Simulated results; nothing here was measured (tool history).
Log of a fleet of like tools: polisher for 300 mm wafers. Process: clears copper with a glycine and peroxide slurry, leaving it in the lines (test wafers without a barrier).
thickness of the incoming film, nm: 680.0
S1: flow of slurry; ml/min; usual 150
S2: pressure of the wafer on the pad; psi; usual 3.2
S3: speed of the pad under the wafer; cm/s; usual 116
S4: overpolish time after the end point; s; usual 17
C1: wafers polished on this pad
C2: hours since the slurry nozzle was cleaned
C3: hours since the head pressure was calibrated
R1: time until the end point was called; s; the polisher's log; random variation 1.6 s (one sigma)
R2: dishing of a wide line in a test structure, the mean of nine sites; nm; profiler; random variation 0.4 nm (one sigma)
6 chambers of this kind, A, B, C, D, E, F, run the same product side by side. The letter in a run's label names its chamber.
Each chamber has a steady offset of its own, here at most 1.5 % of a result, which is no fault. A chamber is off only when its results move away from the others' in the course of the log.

| run | hour | S1 | S2 | S3 | S4 | C1 | C2 | C3 | R1 | R2 |
|---|---|---|---|---|---|---|---|---|---|---|
|  | 6.7 | chamber B: worn pad replaced by a new one |
| 1F | 8.4 | 150 | 3.2 | 116 | 17 | 629 | 596.5 | 628.7 | 109.41 | 37.818 |
|  | 17.2 | chamber C: slurry nozzle cleaned |
| 2B | 20 | 150 | 3.2 | 116 | 17 | 114 | 44.6 | 322.5 | 111.58 | 38.366 |
|  | 21.1 | chamber E: worn pad replaced by a new one |
|  | 23.6 | chamber D: worn pad replaced by a new one |
|  | 27.6 | chamber A: slurry nozzle cleaned |
| 3E | 27.8 | 150 | 3.2 | 116 | 17 | 58 | 194.3 | 109.3 | 109.93 | 38.389 |
|  | 32.2 | chamber B: head pressure recalibrated |
| 4D | 38.8 | 150 | 3.2 | 116 | 17 | 131 | 176.4 | 118.8 | 111.68 | 38.681 |
| 5C | 45.8 | 150 | 3.2 | 116 | 17 | 644 | 28.7 | 276.3 | 110.47 | 37.206 |
| 6A | 56.7 | 150 | 3.2 | 116 | 17 | 570 | 29.2 | 151.6 | 110.59 | 38.684 |
| 7D | 66 | 150 | 3.2 | 116 | 17 | 365 | 203.6 | 146 | 113.28 | 39.037 |
|  | 75.1 | chamber F: slurry nozzle cleaned |
| 8A | 77.3 | 150 | 3.2 | 116 | 17 | 747 | 49.8 | 172.2 | 110.1 | 38.412 |
| 9B | 86.3 | 150 | 3.2 | 116 | 17 | 684 | 110.9 | 54.2 | 109.63 | 37.995 |
| 10C | 95.1 | 150 | 3.2 | 116 | 17 | 1067 | 78 | 325.6 | 111.38 | 37.912 |
| 11E | 106.5 | 150 | 3.2 | 116 | 17 | 734 | 273 | 188 | 111.64 | 38.235 |
| 12F | 115.2 | 150 | 3.2 | 116 | 17 | 1547 | 40.2 | 735.5 | 109.09 | 37.987 |
|  | 116.4 | chamber A: worn pad replaced by a new one |
|  | 121 | chamber F: worn pad replaced by a new one |
| 13B | 124.6 | 150 | 3.2 | 116 | 17 | 1013 | 149.2 | 92.5 | 110.32 | 37.919 |
|  | 131.3 | chamber D: worn pad replaced by a new one |
|  | 131.6 | chamber C: worn pad replaced by a new one |
| 14E | 135.8 | 150 | 3.2 | 116 | 17 | 986 | 302.3 | 217.3 | 112.03 | 37.978 |
| 15C | 147.4 | 150 | 3.2 | 116 | 17 | 136 | 130.3 | 377.9 | 112.06 | 37.622 |
| 16D | 159.1 | 150 | 3.2 | 116 | 17 | 239 | 296.7 | 239.1 | 110.14 | 38.905 |
|  | 166.3 | chamber E: worn pad replaced by a new one |
| 17A | 169.6 | 150 | 3.8 | 116 | 17 | 457 | 142.1 | 264.5 | 96.434 | 40.579 |
|  | 176 | chamber B: worn pad replaced by a new one |
| 18F | 178.5 | 150 | 3.8 | 116 | 17 | 494 | 103.5 | 798.8 | 96.758 | 39.825 |
| 19D | 190.5 | 150 | 3.8 | 116 | 17 | 509 | 328.1 | 270.5 | 92.848 | 39.465 |
|  | 192.1 | chamber E: slurry nozzle cleaned |
| 20E | 198.5 | 150 | 3.8 | 116 | 17 | 276 | 6.4 | 280 | 95.58 | 39.971 |
| 21B | 206.6 | 150 | 3.8 | 116 | 17 | 263 | 231.2 | 174.5 | 96.052 | 39.77 |
| 22A | 212.4 | 150 | 3.8 | 116 | 17 | 825 | 184.9 | 307.3 | 94.774 | 40.023 |
| 23F | 222.6 | 150 | 3.2 | 116 | 17 | 873 | 147.6 | 842.9 | 110.6 | 38.178 |
| 24C | 234.2 | 150 | 3.2 | 116 | 17 | 882 | 217.1 | 464.7 | 111.22 | 37.528 |
| 25E | 242.2 | 150 | 3.2 | 142 | 14 | 652 | 50.1 | 323.7 | 93.792 | 36.727 |
|  | 245.6 | chamber E: head pressure recalibrated |
|  | 248.4 | chamber D: worn pad replaced by a new one |
|  | 251.2 | chamber A: worn pad replaced by a new one |
| 26A | 252.9 | 150 | 3.2 | 142 | 14 | 15 | 225.4 | 347.8 | 93.26 | 37.573 |
|  | 256.9 | chamber D: head pressure recalibrated |
| 27B | 258.9 | 150 | 3.2 | 142 | 14 | 712 | 283.5 | 226.8 | 92.162 | 37.297 |
| 28C | 270.9 | 150 | 3.2 | 142 | 14 | 1197 | 253.8 | 501.4 | 92.823 | 37.308 |
|  | 279.8 | chamber C: worn pad replaced by a new one |
| 29D | 282.9 | 150 | 3.2 | 142 | 14 | 296 | 420.5 | 26.1 | 94.1 | 38.092 |
|  | 289 | chamber F: worn pad replaced by a new one |
| 30F | 293.6 | 150 | 3.2 | 142 | 14 | 39 | 218.6 | 913.9 | 94.955 | 37.189 |
|  | 304.4 | chamber E: worn pad replaced by a new one |
| 31F | 305 | 150 | 3.2 | 116 | 17 | 137 | 230 | 925.3 | 111.14 | 37.701 |
| 32A | 313.3 | 150 | 3.2 | 116 | 17 | 534 | 285.8 | 408.2 | 110.95 | 38.197 |
| 33D | 321.1 | 150 | 3.2 | 116 | 17 | 625 | 458.7 | 64.3 | 111.12 | 38.559 |
| 34E | 330.5 | 150 | 3.2 | 116 | 17 | 225 | 138.4 | 84.9 | 111.71 | 37.988 |
|  | 334.8 | chamber B: worn pad replaced by a new one |
| 35C | 337 | 150 | 3.2 | 116 | 17 | 491 | 319.9 | 567.5 | 110.42 | 37.927 |
| 36B | 346.1 | 150 | 3.2 | 116 | 17 | 97 | 370.7 | 314 | 109.95 | 38.65 |
| 37E | 354.4 | 150 | 3.2 | 116 | 17 | 430 | 162.3 | 108.8 | 112.12 | 38.075 |
| 38C | 361.7 | 150 | 3.2 | 116 | 17 | 704 | 344.6 | 592.2 | 111.82 | 37.511 |
|  | 364.8 | chamber D: worn pad replaced by a new one |
|  | 367.2 | chamber F: head pressure recalibrated |
| 39B | 371.5 | 150 | 3.2 | 116 | 17 | 316 | 396.1 | 339.4 | 108.89 | 37.807 |
|  | 373.6 | chamber B: slurry nozzle cleaned |
| 40D | 382.6 | 150 | 3.2 | 116 | 17 | 153 | 520.2 | 125.8 | 111.63 | 38.543 |
| 41A | 391.9 | 150 | 3.2 | 116 | 17 | 1210 | 364.4 | 486.8 | 112.23 | 38.078 |
| 42F | 397.3 | 150 | 3.2 | 116 | 17 | 931 | 322.3 | 30.2 | 112.79 | 38.682 |
| 43B | 402.8 | 150 | 3.2 | 116 | 17 | 585 | 29.2 | 370.7 | 110.45 | 38.329 |
| 44C | 411.6 | 150 | 3.2 | 116 | 17 | 1133 | 394.5 | 642.1 | 112.85 | 38.541 |

All 6 chambers run these settings next. Forecast each chamber's results:
| 45A | 420.2 | 150 | 3.2 | 116 | 17 |  |  |  | ? | ? |
| 45B | 420.2 | 150 | 3.2 | 116 | 17 |  |  |  | ? | ? |
| 45C | 420.2 | 150 | 3.2 | 116 | 17 |  |  |  | ? | ? |
| 45D | 420.2 | 150 | 3.2 | 116 | 17 |  |  |  | ? | ? |
| 45E | 420.2 | 150 | 3.2 | 116 | 17 |  |  |  | ? | ? |
| 45F | 420.2 | 150 | 3.2 | 116 | 17 |  |  |  | ? | ? |

| run | R1 | R2 |
|---|---|---|
| 45A | 108.43 | 38.286 |
| 45B | 111.74 | 37.57 |
| 45C | 110.57 | 37.657 |
| 45D | 110.35 | 38.377 |
| 45E | 113.48 | 38.038 |
| 45F | 111.43 | 37.539 |
